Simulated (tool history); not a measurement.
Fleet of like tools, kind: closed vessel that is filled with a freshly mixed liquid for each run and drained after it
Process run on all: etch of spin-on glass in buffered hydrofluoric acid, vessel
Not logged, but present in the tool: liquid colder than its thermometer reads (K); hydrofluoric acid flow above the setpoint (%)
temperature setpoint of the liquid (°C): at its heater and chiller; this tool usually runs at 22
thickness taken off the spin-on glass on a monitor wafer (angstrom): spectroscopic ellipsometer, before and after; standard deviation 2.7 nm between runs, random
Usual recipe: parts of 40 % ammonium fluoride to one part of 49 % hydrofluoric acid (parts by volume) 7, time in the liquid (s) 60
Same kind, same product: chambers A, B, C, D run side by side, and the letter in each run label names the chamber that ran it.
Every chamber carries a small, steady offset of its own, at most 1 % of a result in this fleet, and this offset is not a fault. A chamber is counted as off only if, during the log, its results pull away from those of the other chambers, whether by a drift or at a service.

| run | day | temperature setpoint of the liquid (°C) | parts of 40 % ammonium fluoride to one part of 49 % hydrofluoric acid (parts by volume) | time in the liquid (s) | hours since the thermometer was replaced | hours since the hydrofluoric acid flow meter was replaced | read-back film thickness of the spin-on glass reference wafer, read on the same gauge (nm) | thickness taken off the spin-on glass on a monitor wafer (angstrom) |
|---|---|---|---|---|---|---|---|---|
| 1B | 0.15 | 22 | 7 | 60 | 1091.6 | 435.8 | 110 | 3226.1 |
| 2C | 0.317 | 22 | 7 | 60 | 389.8 | 14.3 | 110.01 | 3180.5 |
| 3A | 0.408 | 22 | 7 | 60 | 789.7 | 471 | 109.99 | 3182.4 |
|  | 0.454 | chamber B: hydrofluoric acid flow meter replaced |
| 4D | 0.592 | 22 | 7 | 60 | 1784.4 | 560 | 110.01 | 3211 |
| 5D | 0.725 | 22 | 7 | 60 | 1787.6 | 563.2 | 109.98 | 3220.7 |
| 6A | 0.817 | 22 | 7 | 60 | 799.5 | 480.8 | 109.99 | 3141.9 |
| 7C | 0.971 | 22 | 7 | 60 | 405.5 | 30 | 110.02 | 3135.1 |
| 8B | 1.092 | 22 | 7 | 60 | 1114.2 | 15.4 | 109.99 | 3249.7 |
| 9B | 1.221 | 22 | 7 | 60 | 1117.3 | 18.5 | 110.02 | 3173 |
| 10C | 1.346 | 22 | 7 | 60 | 414.5 | 39 | 110 | 3106.3 |
|  | 1.462 | chamber D: thermometer replaced |
| 11A | 1.508 | 22 | 7 | 60 | 816.1 | 497.4 | 110 | 3185.5 |
| 12D | 1.612 | 22 | 7 | 60 | 3.6 | 584.5 | 110.02 | 3225 |
| 13B | 1.75 | 22 | 7 | 60 | 1130 | 31.2 | 109.99 | 3181 |
| 14A | 1.9 | 22 | 7 | 60 | 825.5 | 506.8 | 110 | 3206 |
| 15C | 2.017 | 22 | 7 | 60 | 430.6 | 55.1 | 109.99 | 3051.5 |
| 16D | 2.138 | 22 | 7 | 60 | 16.2 | 597.1 | 109.99 | 3237.7 |
| 17B | 2.3 | 22 | 7 | 60 | 1143.2 | 44.4 | 110 | 3189.7 |
| 18C | 2.438 | 22 | 7 | 60 | 440.7 | 65.2 | 110.02 | 3117.3 |
| 19D | 2.612 | 22 | 7 | 60 | 27.6 | 608.5 | 110.01 | 3260.8 |
| 20A | 2.721 | 22 | 5 | 35 | 845.2 | 526.5 | 110 | 2474.3 |
| 21C | 2.829 | 22 | 5 | 35 | 450.1 | 74.6 | 109.99 | 2336.8 |
| 22A | 3.008 | 22 | 5 | 35 | 852.1 | 533.4 | 110.01 | 2497.3 |
|  | 3.171 | chamber B: thermometer replaced |
| 23D | 3.179 | 22 | 5 | 35 | 41.2 | 622.1 | 110.02 | 2513.5 |
| 24B | 3.317 | 22 | 7 | 60 | 3.6 | 68.8 | 109.99 | 3203.7 |
| 25D | 3.433 | 22 | 7 | 60 | 47.3 | 628.2 | 110 | 3244.3 |
| 26B | 3.579 | 22 | 9 | 30 | 9.9 | 75.1 | 110.02 | 1216 |

Has any chamber moved away from the others, gradually or after a service, or does the common gauge drift, or do the chambers differ only by their own small steady offsets? State the chamber and the most likely cause if one applies.

One chamber, C, drifts off from the rest bit by bit.
Likeliest cause: liquid colder than its thermometer reads (K) = 1.12.
The log may not separate it from: hydrofluoric acid flow below the setpoint (%).

Here are 4 candidates for chamber C's next run, each the usual settings with a change, their results left as question marks. Which one brings its results back in line with what the others give on the usual settings?
A result is in line if it is within this distance of the other chambers' mean on the usual settings: thickness taken off the spin-on glass on a monitor wafer (angstrom) 94
| 27C-1 | 3.712 | 22 | 8 | 60 |  |  |  | ? |
| 27C-2 | 3.712 | 23 | 7 | 60 |  |  |  | ? |
| 27C-3 | 3.712 | 22 | 6.5 | 65 |  |  |  | ? |
| 27C-4 | 3.712 | 21 | 7 | 60 |  |  |  | ? |

Usual-settings mean across the other chambers: thickness taken off the spin-on glass on a monitor wafer (angstrom) 3191.8
| run | thickness taken off the spin-on glass on a monitor wafer (angstrom) |
|---|---|
| 27C-1 | 2589 |
| 27C-2 | 3152.5 |
| 27C-3 | 3444.4 |
| 27C-4 | 2824 |
Change 27C-2 lands the chamber within the allowed miss of the other chambers.
